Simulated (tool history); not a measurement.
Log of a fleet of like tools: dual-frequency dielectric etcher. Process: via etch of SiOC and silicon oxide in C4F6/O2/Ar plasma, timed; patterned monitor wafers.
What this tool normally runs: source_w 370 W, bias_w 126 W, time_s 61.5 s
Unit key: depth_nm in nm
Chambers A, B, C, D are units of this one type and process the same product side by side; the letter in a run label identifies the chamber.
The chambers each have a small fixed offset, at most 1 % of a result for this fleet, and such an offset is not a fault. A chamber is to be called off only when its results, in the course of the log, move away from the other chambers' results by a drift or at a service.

run   hour  source_w  bias_w  time_s  read-back reference wafer on the same gauge, depth_nm  depth_nm
 1C     10       370     126    61.5                                                 54.477    60.067
 2D   14.7       370     126    61.5                                                 54.505    60.284
 3A   21.6       370     126    61.5                                                  54.49    60.057
 4B   31.3       370     126    61.5                                                 54.472    60.168
 5C   37.7       370     126    61.5                                                 54.455    60.705
      38.1  -- chamber C: wet clean of the chamber
 6B   43.8       370     126    61.5                                                 54.537    59.895
 7D   51.4       370     126    61.5                                                 54.525    59.894
 8A   58.8       370     126    61.5                                                 54.497        60
 9A   68.2       370     126    61.5                                                 54.479    59.621
10D   73.2       370     126    61.5                                                 54.469    60.201
11C   79.7       370     126    61.5                                                 54.522    60.671
12B   89.7       370     126    61.5                                                 54.492    59.947
13D   96.5       370     126    61.5                                                   54.5    60.173
14B  104.4       370     126    61.5                                                 54.503    60.297
15C    110       440     104    61.5                                                 54.503    61.329
16A  114.5       440     104    61.5                                                 54.526    60.067
17B  121.2       440     104    61.5                                                 54.503    61.008
18C  129.5       440     104    61.5                                                 54.498    61.729
19A    137       370     126    61.5                                                 54.504    58.977
20D  145.8       370     126      53                                                 54.501    51.579
21A  150.8       370     126      53                                                 54.509    50.994
22C  160.2       370     126      53                                                   54.5    51.881
23B  167.6       370     126      53                                                 54.517    52.016
24D  176.1       370     126    61.5                                                 54.529     59.88
25D  185.6       370     126    61.5                                                 54.529    60.326
26A  190.4       370     126    61.5                                                 54.498    58.968
27C  198.2       370     126    61.5                                                 54.517    60.694
28B  207.8       370     126    61.5                                                 54.537    60.056
29D  217.5       370     126    61.5                                                 54.517    60.163
30B    224       370     126    61.5                                                 54.499    60.246
31C  230.2       370     126    61.5                                                 54.512    60.317

One chamber off, gauge drift, or nothing amiss beyond the chambers' own small offsets? If it is a chamber, which one, and what is the likeliest cause?

Little by little, chamber A moves away from the other chambers.
Cause: etch rate under this chamber's usual, % = 3.04.

Here are 4 candidates for chamber A's next run, each the usual settings with a change, their results left as question marks. Which one brings its results back in line with what the others give on the usual settings?
In line here means within this much of the mean the other chambers give on the usual settings: depth_nm 0.59 nm
32A-1  237.6       370     132    61.5                                                                ?
32A-2  237.6       370     126    60.5                                                                ?
32A-3  237.6       370     113    61.5                                                                ?
32A-4  237.6       370     139    61.5                                                                ?

On the usual settings, the other chambers give on average: depth_nm 60.247 nm
  run  depth_nm
32A-1    59.164
32A-2    57.391
32A-3    56.489
32A-4    60.104
Change 32A-4 lands the chamber within the allowed miss of the other chambers.

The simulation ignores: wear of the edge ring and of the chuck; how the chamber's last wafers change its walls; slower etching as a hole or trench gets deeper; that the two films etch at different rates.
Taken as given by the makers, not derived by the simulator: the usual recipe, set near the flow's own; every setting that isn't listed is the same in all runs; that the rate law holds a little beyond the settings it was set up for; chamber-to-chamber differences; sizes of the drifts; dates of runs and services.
